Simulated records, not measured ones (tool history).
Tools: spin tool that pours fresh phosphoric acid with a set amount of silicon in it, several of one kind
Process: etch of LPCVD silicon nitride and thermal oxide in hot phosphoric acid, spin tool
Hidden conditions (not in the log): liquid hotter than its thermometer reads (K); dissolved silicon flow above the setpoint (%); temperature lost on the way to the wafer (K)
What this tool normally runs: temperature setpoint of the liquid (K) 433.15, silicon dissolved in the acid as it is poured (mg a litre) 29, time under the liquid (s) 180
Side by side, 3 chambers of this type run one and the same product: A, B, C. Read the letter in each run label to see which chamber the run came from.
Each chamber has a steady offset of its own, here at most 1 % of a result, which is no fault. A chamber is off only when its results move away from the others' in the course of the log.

run   hour  temperature setpoint of the liquid (K)  silicon dissolved in the acid as it is poured (mg a litre)  time under the liquid (s)  hours since the thermometer was replaced  hours since the dissolved silicon flow meter was replaced  hours since the heated supply line was repaired  read-back film thickness of the LPCVD silicon nitride reference wafer, read on the same gauge (nm)  read-back film thickness of the thermal oxide reference wafer, read on the same gauge (nm)  thickness taken off the LPCVD silicon nitride on a monitor wafer (Å)  thickness taken off the thermal oxide on a monitor wafer (Å)
 1A    8.1                                  433.15                                                          29                        180                                    2176.3                                                     1721.8                                           1852.7                                                                                              69.976                                                                                      69.999                                                                164.33                                                        2.1698
 2B   16.1                                  433.15                                                          29                        180                                     437.4                                                      646.5                                             1012                                                                                              69.994                                                                                      69.994                                                                159.49                                                        2.3348
 3C   20.7                                  433.15                                                          29                        180                                      27.7                                                     1407.7                                           2396.2                                                                                              70.018                                                                                      70.006                                                                159.36                                                        2.2718
 4A   29.7                                  433.15                                                          29                        180                                    2197.9                                                     1743.4                                           1874.3                                                                                              70.009                                                                                      70.021                                                                163.34                                                        2.2425
 5B   34.4                                  433.15                                                          29                        180                                     455.7                                                      664.8                                           1030.3                                                                                              70.008                                                                                      70.013                                                                 164.5                                                        2.7719
 6C   43.6                                  433.15                                                          29                        180                                      50.6                                                     1430.6                                           2419.1                                                                                              69.985                                                                                      69.992                                                                161.25                                                        2.1671
 7B   50.2                                  433.15                                                          29                        180                                     471.5                                                      680.6                                           1046.1                                                                                               70.04                                                                                      69.993                                                                162.18                                                         2.298
 8A   59.7                                  433.15                                                          29                        180                                    2227.9                                                     1773.4                                           1904.3                                                                                               70.02                                                                                      69.988                                                                162.36                                                        2.1525
 9C   68.6                                  435.65                                                          29                        125                                      75.6                                                     1455.6                                           2444.1                                                                                              69.998                                                                                      70.002                                                                121.46                                                        2.1591
10C   73.7                                  435.65                                                          29                        125                                      80.7                                                     1460.7                                           2449.2                                                                                              70.005                                                                                      69.983                                                                121.41                                                         1.941
11B   78.1                                  435.65                                                          29                        125                                     499.4                                                      708.5                                             1074                                                                                              70.002                                                                                      70.011                                                                120.47                                                        1.8071
12A   83.4                                  433.15                                                          29                        180                                    2251.6                                                     1797.1                                             1928                                                                                              69.969                                                                                      70.023                                                                161.29                                                        2.0683
13A   90.3                                  434.15                                                          29                        180                                    2258.5                                                       1804                                           1934.9                                                                                              69.986                                                                                       69.96                                                                164.31                                                         2.056
14B   96.8                                  434.15                                                          29                        180                                     518.1                                                      727.2                                           1092.7                                                                                              69.981                                                                                      70.014                                                                170.71                                                        2.4863
15C  103.3                                  434.15                                                          29                        180                                     110.3                                                     1490.3                                           2478.8                                                                                              69.991                                                                                      69.989                                                                166.13                                                        2.9641
16C  107.6                                  433.15                                                          29                        180                                     114.6                                                     1494.6                                           2483.1                                                                                              69.984                                                                                      69.979                                                                159.94                                                        2.3065
17B  115.7                                  433.15                                                          29                        180                                       537                                                      746.1                                           1111.6                                                                                              69.999                                                                                      70.012                                                                160.32                                                        2.2303
18A  125.6                                  433.15                                                          29                        180                                    2293.8                                                     1839.3                                           1970.2                                                                                                  70                                                                                      69.984                                                                160.02                                                        2.3721
19A  133.9                                  431.65                                                          29                        180                                    2302.1                                                     1847.6                                           1978.5                                                                                              69.989                                                                                      69.971                                                                152.66                                                        2.0126
20B    143                                  431.65                                                          29                        180                                     564.3                                                      773.4                                           1138.9                                                                                              69.973                                                                                      69.986                                                                155.47                                                        1.8446
21C  149.6                                  431.65                                                          29                        180                                     156.6                                                     1536.6                                           2525.1                                                                                               70.03                                                                                      70.021                                                                154.05                                                        2.1853
22C  154.6                                  434.15                                                          50                        180                                     161.6                                                     1541.6                                           2530.1                                                                                              69.992                                                                                      70.011                                                                165.57                                                       0.99736
     155.5  -- chamber B: thermometer replaced
23A  164.2                                  434.15                                                          50                        180                                    2332.4                                                     1877.9                                           2008.8                                                                                              69.981                                                                                      69.986                                                                161.49                                                       0.80153
24B  172.1                                  434.15                                                          50                        180                                      16.7                                                      802.5                                             1168                                                                                              70.006                                                                                      70.029                                                                170.11                                                       0.96889
25C  180.9                                  433.15                                                          29                        180                                     187.9                                                     1567.9                                           2556.4                                                                                              69.977                                                                                      70.008                                                                159.55                                                        2.2868
26B  185.7                                  433.15                                                          29                        180                                      30.3                                                      816.1                                           1181.6                                                                                              69.997                                                                                      70.002                                                                160.32                                                        2.5444
27A  191.7                                  433.15                                                          29                        180                                    2359.9                                                     1905.4                                           2036.3                                                                                              70.018                                                                                      69.964                                                                155.17                                                        2.1665
28B    197                                  433.15                                                          29                        180                                      41.6                                                      827.4                                           1192.9                                                                                              69.989                                                                                      70.016                                                                162.29                                                        2.1473
29C  206.3                                  434.65                                                          29                        140                                     213.3                                                     1593.3                                           2581.8                                                                                              69.999                                                                                      69.995                                                                130.54                                                        2.0318
30A  211.9                                  434.65                                                          29                        140                                    2380.1                                                     1925.6                                           2056.5                                                                                              69.978                                                                                      70.009                                                                125.62                                                        1.7397
31A    221                                  434.65                                                          29                        140                                    2389.2                                                     1934.7                                           2065.6                                                                                              69.995                                                                                      69.964                                                                124.77                                                        1.5707
32B  226.4                                  433.15                                                          29                        180                                        71                                                      856.8                                           1222.3                                                                                              70.018                                                                                      69.999                                                                160.61                                                        2.5633
33C  230.6                                  433.15                                                          29                        180                                     237.6                                                     1617.6                                           2606.1                                                                                              70.007                                                                                      69.993                                                                160.83                                                        2.3081
34B  238.7                                  433.15                                                          29                        180                                      83.3                                                      869.1                                           1234.6                                                                                              69.994                                                                                      70.019                                                                164.19                                                        2.0238
35A  245.3                                  430.15                                                        47.5                        180                                    2413.5                                                       1959                                           2089.9                                                                                                  70                                                                                      69.999                                                                136.26                                                       0.56494
36C  254.7                                  430.15                                                        47.5                        180                                     261.7                                                     1641.7                                           2630.2                                                                                              69.993                                                                                       70.02                                                                145.78                                                       0.72298
37B  259.2                                  430.15                                                        47.5                        180                                     103.8                                                      889.6                                           1255.1                                                                                               69.98                                                                                      70.003                                                                143.46                                                       0.72025

Decide between three cases: one chamber stands off from its peers, the gauge reading all wafers drifts, or nothing is wrong past each chamber's small offset. Where a chamber is off, say which and what most likely put it there.

One chamber, A, drifts off from the rest bit by bit.
What lies behind it: temperature lost on the way to the wafer (K) = 2.78.
The log might look much the same if the cause were instead: liquid colder than its thermometer reads (K).

Below are 4 candidate recipes for chamber A's next run, each the usual settings with a change, their results shown as question marks. Which of them brings A's results back in line with what the other chambers give on the usual settings?
Maximum distance from the other chambers' mean on the usual settings for a result to count as in line: thickness taken off the LPCVD silicon nitride on a monitor wafer (Å) 4.9; thickness taken off the thermal oxide on a monitor wafer (Å) 0.77
38A-1  266.3                                  433.15                                                          22                        210                                                                                                                                                                                                                                                                                                                                                                                                                           ?                                                             ?
38A-2  266.3                                  433.15                                                          26                        195                                                                                                                                                                                                                                                                                                                                                                                                                           ?                                                             ?
38A-3  266.3                                  433.15                                                          35                        155                                                                                                                                                                                                                                                                                                                                                                                                                           ?                                                             ?
38A-4  266.3                                  433.15                                                          32                        165                                                                                                                                                                                                                                                                                                                                                                                                                           ?                                                             ?

The other chambers' mean on the usual settings: thickness taken off the LPCVD silicon nitride on a monitor wafer (Å) 161.85; thickness taken off the thermal oxide on a monitor wafer (Å) 2.3278
  run  thickness taken off the LPCVD silicon nitride on a monitor wafer (Å)  thickness taken off the thermal oxide on a monitor wafer (Å)
38A-1                                                                175.71                                                        2.8252
38A-2                                                                163.16                                                        2.2984
38A-3                                                                129.69                                                        1.2537
38A-4                                                                138.06                                                        1.5424
With 38A-2, the chamber falls back in line with the rest.

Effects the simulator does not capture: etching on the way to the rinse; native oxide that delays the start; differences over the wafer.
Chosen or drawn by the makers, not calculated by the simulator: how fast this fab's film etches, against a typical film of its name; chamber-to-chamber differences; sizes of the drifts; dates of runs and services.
